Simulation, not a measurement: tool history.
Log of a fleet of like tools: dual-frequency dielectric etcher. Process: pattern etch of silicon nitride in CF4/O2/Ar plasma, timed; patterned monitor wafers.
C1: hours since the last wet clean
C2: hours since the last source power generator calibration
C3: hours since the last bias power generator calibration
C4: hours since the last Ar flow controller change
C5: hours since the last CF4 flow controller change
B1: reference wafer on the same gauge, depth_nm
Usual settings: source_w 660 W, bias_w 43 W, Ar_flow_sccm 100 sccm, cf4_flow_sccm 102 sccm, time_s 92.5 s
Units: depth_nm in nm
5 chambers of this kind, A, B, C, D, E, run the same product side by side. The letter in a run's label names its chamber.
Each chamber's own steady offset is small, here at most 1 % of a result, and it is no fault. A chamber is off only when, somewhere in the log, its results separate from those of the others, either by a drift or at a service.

Run 1B, hour 9.9: usual settings; C1 510.5; C2 887.8; C3 1085.9; C4 484.7; C5 4592.1; B1 203.00. Result: depth_nm 213.15 nm.
Run 2C, hour 16.8: usual settings; C1 421.8; C2 3890.9; C3 240.7; C4 3851.5; C5 2732.7; B1 203.16. Result: depth_nm 212.65 nm.
Run 3D, hour 26.5: usual settings; C1 413.8; C2 419.2; C3 1648.8; C4 760.1; C5 1386.8; B1 203.08. Result: depth_nm 212.07 nm.
Run 4A, hour 37.9: usual settings; C1 153.0; C2 610.7; C3 638.5; C4 1829.5; C5 1255.8; B1 202.74. Result: depth_nm 213.55 nm.
Run 5E, hour 47.9: usual settings but bias_w 40 W; C1 300.5; C2 1369.4; C3 2352.8; C4 250.6; C5 3134.6; B1 203.13. Result: depth_nm 204.72 nm.
Run 6B, hour 56.8: usual settings but bias_w 40 W; C1 557.4; C2 934.7; C3 1132.8; C4 531.6; C5 4639.0; B1 202.97. Result: depth_nm 207.99 nm.
Run 7C, hour 71.6: usual settings but bias_w 40 W; C1 476.6; C2 3945.7; C3 295.5; C4 3906.3; C5 2787.5; B1 203.01. Result: depth_nm 208.94 nm.
Run 8E, hour 84.6: usual settings but bias_w 40 W; C1 337.2; C2 1406.1; C3 2389.5; C4 287.3; C5 3171.3; B1 203.03. Result: depth_nm 207.70 nm.
Run 9D, hour 94.8: usual settings but bias_w 40 W; C1 482.1; C2 487.5; C3 1717.1; C4 828.4; C5 1455.1; B1 202.89. Result: depth_nm 208.78 nm.
At hour 100.9: chamber B: wet clean of the chamber.
Run 10A, hour 103.5: usual settings; C1 218.6; C2 676.3; C3 704.1; C4 1895.1; C5 1321.4; B1 202.65. Result: depth_nm 213.96 nm.
At hour 109.8: chamber C: wet clean of the chamber.
Run 11E, hour 116.1: usual settings; C1 368.7; C2 1437.6; C3 2421.0; C4 318.8; C5 3202.8; B1 203.06. Result: depth_nm 212.31 nm.
Run 12B, hour 126.8: usual settings; C1 25.9; C2 1004.7; C3 1202.8; C4 601.6; C5 4709.0; B1 203.20. Result: depth_nm 211.19 nm.
Run 13C, hour 135.9: usual settings; C1 26.2; C2 4010.0; C3 359.8; C4 3970.6; C5 2851.8; B1 203.12. Result: depth_nm 214.21 nm.
Run 14A, hour 143.6: usual settings; C1 258.7; C2 716.4; C3 744.2; C4 1935.2; C5 1361.5; B1 203.43. Result: depth_nm 213.29 nm.
At hour 150.9: chamber E: wet clean of the chamber.
Run 15D, hour 153.4: usual settings; C1 540.7; C2 546.1; C3 1775.7; C4 887.0; C5 1513.7; B1 203.10. Result: depth_nm 211.63 nm.
Run 16B, hour 164.4: usual settings; C1 63.5; C2 1042.3; C3 1240.4; C4 639.2; C5 4746.6; B1 203.42. Result: depth_nm 213.61 nm.
Run 17A, hour 171.9: usual settings; C1 287.0; C2 744.7; C3 772.5; C4 1963.5; C5 1389.8; B1 203.29. Result: depth_nm 212.28 nm.
Run 18D, hour 178.9: usual settings; C1 566.2; C2 571.6; C3 1801.2; C4 912.5; C5 1539.2; B1 202.94. Result: depth_nm 211.51 nm.
Run 19C, hour 191.1: usual settings; C1 81.4; C2 4065.2; C3 415.0; C4 4025.8; C5 2907.0; B1 202.96. Result: depth_nm 214.80 nm.
At hour 199.3: chamber D: wet clean of the chamber.
Run 20E, hour 203.7: usual settings; C1 52.8; C2 1525.2; C3 2508.6; C4 406.4; C5 3290.4; B1 202.80. Result: depth_nm 204.19 nm.
Run 21A, hour 211.6: usual settings; C1 326.7; C2 784.4; C3 812.2; C4 2003.2; C5 1429.5; B1 203.12. Result: depth_nm 215.78 nm.
Run 22B, hour 221.5: usual settings; C1 120.6; C2 1099.4; C3 1297.5; C4 696.3; C5 4803.7; B1 203.09. Result: depth_nm 213.60 nm.
Run 23E, hour 232.7: usual settings but Ar_flow_sccm 76 sccm, time_s 79.5 s; C1 81.8; C2 1554.2; C3 2537.6; C4 435.4; C5 3319.4; B1 202.99. Result: depth_nm 182.04 nm.
Run 24D, hour 241.9: usual settings but Ar_flow_sccm 76 sccm, time_s 79.5 s; C1 42.6; C2 634.6; C3 1864.2; C4 975.5; C5 1602.2; B1 202.78. Result: depth_nm 188.52 nm.
At hour 249.1: chamber C: source power generator calibrated.
Run 25C, hour 252.0: usual settings but Ar_flow_sccm 76 sccm, time_s 79.5 s; C1 142.3; C2 3.0; C3 475.9; C4 4086.7; C5 2967.9; B1 203.02. Result: depth_nm 191.32 nm.
Run 26B, hour 266.2: usual settings but Ar_flow_sccm 76 sccm, time_s 79.5 s; C1 165.3; C2 1144.1; C3 1342.2; C4 741.0; C5 4848.4; B1 202.90. Result: depth_nm 190.78 nm.
At hour 273.3: chamber A: CF4 flow controller replaced.
At hour 279.5: chamber C: CF4 flow controller replaced.
Run 27E, hour 280.3: usual settings but Ar_flow_sccm 76 sccm, time_s 79.5 s; C1 129.4; C2 1601.8; C3 2585.2; C4 483.0; C5 3367.0; B1 203.27. Result: depth_nm 183.38 nm.
Run 28A, hour 292.5: usual settings but bias_w 47 W, time_s 84.0 s; C1 407.6; C2 865.3; C3 893.1; C4 2084.1; C5 19.3; B1 202.84. Result: depth_nm 198.97 nm.
Run 29C, hour 305.7: usual settings but bias_w 47 W, time_s 84.0 s; C1 196.0; C2 56.7; C3 529.6; C4 4140.4; C5 26.2; B1 202.95. Result: depth_nm 198.92 nm.
Run 30D, hour 316.7: usual settings but bias_w 47 W, time_s 84.0 s; C1 117.4; C2 709.4; C3 1939.0; C4 1050.3; C5 1677.0; B1 202.97. Result: depth_nm 197.83 nm.
Run 31B, hour 326.9: usual settings but bias_w 47 W, time_s 84.0 s; C1 226.0; C2 1204.8; C3 1402.9; C4 801.7; C5 4909.1; B1 203.10. Result: depth_nm 200.37 nm.
Run 32D, hour 334.6: usual settings but bias_w 47 W, time_s 84.0 s; C1 135.3; C2 727.3; C3 1956.9; C4 1068.2; C5 1694.9; B1 202.84. Result: depth_nm 199.01 nm.

All 5 chambers run these settings next. Forecast each chamber's results:
Run 33A, hour 345.4: usual settings but cf4_flow_sccm 123 sccm. Result: depth_nm ?.
Run 33B, hour 345.4: usual settings but cf4_flow_sccm 123 sccm. Result: depth_nm ?.
Run 33C, hour 345.4: usual settings but cf4_flow_sccm 123 sccm. Result: depth_nm ?.
Run 33D, hour 345.4: usual settings but cf4_flow_sccm 123 sccm. Result: depth_nm ?.
Run 33E, hour 345.4: usual settings but cf4_flow_sccm 123 sccm. Result: depth_nm ?.

run  depth_nm
33A    217.72
33B    219.77
33C    219.03
33D    215.25
33E    208.01
